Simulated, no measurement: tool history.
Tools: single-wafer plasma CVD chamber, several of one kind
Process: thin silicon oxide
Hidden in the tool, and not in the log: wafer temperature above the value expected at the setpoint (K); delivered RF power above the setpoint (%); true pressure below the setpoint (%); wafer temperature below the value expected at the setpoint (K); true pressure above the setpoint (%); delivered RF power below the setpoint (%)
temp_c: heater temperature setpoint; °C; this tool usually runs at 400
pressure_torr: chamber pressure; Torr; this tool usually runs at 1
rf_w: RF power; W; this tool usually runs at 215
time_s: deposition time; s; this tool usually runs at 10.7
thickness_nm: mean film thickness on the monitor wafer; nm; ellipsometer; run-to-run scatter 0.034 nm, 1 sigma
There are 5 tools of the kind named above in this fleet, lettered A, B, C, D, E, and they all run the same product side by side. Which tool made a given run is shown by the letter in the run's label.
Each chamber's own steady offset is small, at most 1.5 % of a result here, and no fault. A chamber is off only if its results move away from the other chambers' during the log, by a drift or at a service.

| run | day | temp_c | pressure_torr | rf_w | time_s | hours since the last thermocouple change | hours since the last RF generator calibration | hours since the last manometer calibration | read-back reference wafer on the same gauge, thickness_nm | thickness_nm |
|---|---|---|---|---|---|---|---|---|---|---|
| 1E | 0.179 | 400 | 1 | 215 | 10.7 | 596.7 | 851.8 | 1519.2 | 18.813 | 20.229 |
| 2C | 0.296 | 400 | 1 | 215 | 10.7 | 888.7 | 891.6 | 1157.1 | 18.796 | 20.528 |
| 3B | 0.454 | 400 | 1 | 215 | 10.7 | 103.5 | 181.5 | 206.7 | 18.821 | 20.353 |
| 4D | 0.596 | 400 | 1 | 215 | 10.7 | 1127.4 | 944.2 | 1442.2 | 18.810 | 20.400 |
| 5A | 0.692 | 400 | 1 | 215 | 10.7 | 1486.1 | 423.0 | 84.2 | 18.817 | 20.643 |
| 6B | 0.817 | 400 | 1 | 245 | 10.7 | 112.2 | 190.2 | 215.4 | 18.818 | 21.655 |
| 7E | 0.971 | 400 | 1 | 245 | 10.7 | 615.7 | 870.8 | 1538.2 | 18.816 | 21.487 |
| 8D | 1.129 | 400 | 1 | 245 | 10.7 | 1140.2 | 957.0 | 1455.0 | 18.824 | 21.634 |
| 9C | 1.288 | 400 | 1 | 245 | 10.7 | 912.5 | 915.4 | 1180.9 | 18.828 | 21.899 |
| 10A | 1.421 | 400 | 1 | 245 | 10.7 | 1503.6 | 440.5 | 101.7 | 18.834 | 21.952 |
| 11C | 1.600 | 400 | 1 | 215 | 10.7 | 920.0 | 922.9 | 1188.4 | 18.838 | 20.509 |
| 12B | 1.712 | 400 | 1 | 215 | 10.7 | 133.7 | 211.7 | 236.9 | 18.845 | 20.432 |
| 13A | 1.846 | 400 | 1 | 215 | 10.7 | 1513.8 | 450.7 | 111.9 | 18.844 | 20.665 |
| 14E | 1.962 | 400 | 1 | 215 | 10.7 | 639.5 | 894.6 | 1562.0 | 18.846 | 20.295 |
| 15D | 2.138 | 400 | 1 | 215 | 10.7 | 1164.4 | 981.2 | 1479.2 | 18.845 | 20.338 |
| 16C | 2.271 | 400 | 1 | 215 | 8.7 | 936.1 | 939.0 | 1204.5 | 18.850 | 16.721 |
| 17E | 2.400 | 400 | 1 | 215 | 8.7 | 650.0 | 905.1 | 1572.5 | 18.856 | 16.460 |
| 18B | 2.575 | 400 | 1 | 215 | 8.7 | 154.4 | 232.4 | 257.6 | 18.855 | 16.677 |
| 19D | 2.729 | 400 | 1 | 215 | 8.7 | 1178.6 | 995.4 | 1493.4 | 18.857 | 16.526 |
| 20A | 2.917 | 400 | 1 | 215 | 8.7 | 1539.5 | 476.4 | 137.6 | 18.864 | 16.888 |
| 21B | 3.021 | 400 | 1 | 200 | 12.7 | 165.1 | 243.1 | 268.3 | 18.867 | 23.425 |
|  | 3.179 | chamber C: thermocouple changed; heater temperature recalibrated |
| 22E | 3.221 | 400 | 1 | 200 | 12.7 | 669.7 | 924.8 | 1592.2 | 18.871 | 23.283 |
| 23A | 3.358 | 400 | 1 | 200 | 12.7 | 1550.1 | 487.0 | 148.2 | 18.877 | 23.780 |
| 24D | 3.546 | 400 | 1 | 200 | 12.7 | 1198.2 | 1015.0 | 1513.0 | 18.889 | 23.309 |
| 25C | 3.754 | 400 | 1 | 200 | 12.7 | 13.9 | 974.6 | 1240.1 | 18.880 | 23.561 |
| 26D | 3.883 | 400 | 1 | 215 | 10.7 | 1206.3 | 1023.1 | 1521.1 | 18.894 | 20.408 |
| 27E | 4.075 | 400 | 1 | 180 | 10.7 | 690.2 | 945.3 | 1612.7 | 18.882 | 18.603 |
| 28A | 4.196 | 400 | 1 | 180 | 10.7 | 1570.2 | 507.1 | 168.3 | 18.887 | 19.038 |
| 29C | 4.300 | 400 | 1 | 180 | 10.7 | 27.0 | 987.7 | 1253.2 | 18.897 | 18.829 |
| 30B | 4.467 | 400 | 1 | 180 | 10.7 | 199.8 | 277.8 | 303.0 | 18.895 | 18.739 |
| 31A | 4.642 | 400 | 1 | 180 | 10.7 | 1580.9 | 517.8 | 179.0 | 18.905 | 19.023 |
| 32D | 4.825 | 400 | 1 | 215 | 10.7 | 1228.9 | 1045.7 | 1543.7 | 18.909 | 20.466 |
| 33E | 4.938 | 387 | 1 | 215 | 10.7 | 710.9 | 966.0 | 1633.4 | 18.912 | 20.485 |
| 34B | 5.129 | 387 | 1 | 215 | 10.7 | 215.7 | 293.7 | 318.9 | 18.918 | 20.708 |
| 35C | 5.275 | 387 | 1 | 215 | 10.7 | 50.4 | 1011.1 | 1276.6 | 18.919 | 20.884 |
| 36B | 5.462 | 387 | 1 | 215 | 10.7 | 223.7 | 301.7 | 326.9 | 18.916 | 20.684 |
| 37C | 5.588 | 387 | 1 | 215 | 10.7 | 57.9 | 1018.6 | 1284.1 | 18.926 | 20.831 |
| 38D | 5.804 | 400 | 1 | 215 | 10.7 | 1252.4 | 1069.2 | 1567.2 | 18.929 | 20.397 |

All chambers now run identical settings, listed one chamber a line with results as question marks. What results will each chamber show?
| 39A | 5.954 | 400 | 1 | 215 | 10.7 |  |  |  |  | ? |
| 39B | 5.954 | 400 | 1 | 215 | 10.7 |  |  |  |  | ? |
| 39C | 5.954 | 400 | 1 | 215 | 10.7 |  |  |  |  | ? |
| 39D | 5.954 | 400 | 1 | 215 | 10.7 |  |  |  |  | ? |
| 39E | 5.954 | 400 | 1 | 215 | 10.7 |  |  |  |  | ? |

| run | thickness_nm |
|---|---|
| 39A | 20.777 |
| 39B | 20.544 |
| 39C | 20.647 |
| 39D | 20.427 |
| 39E | 20.372 |
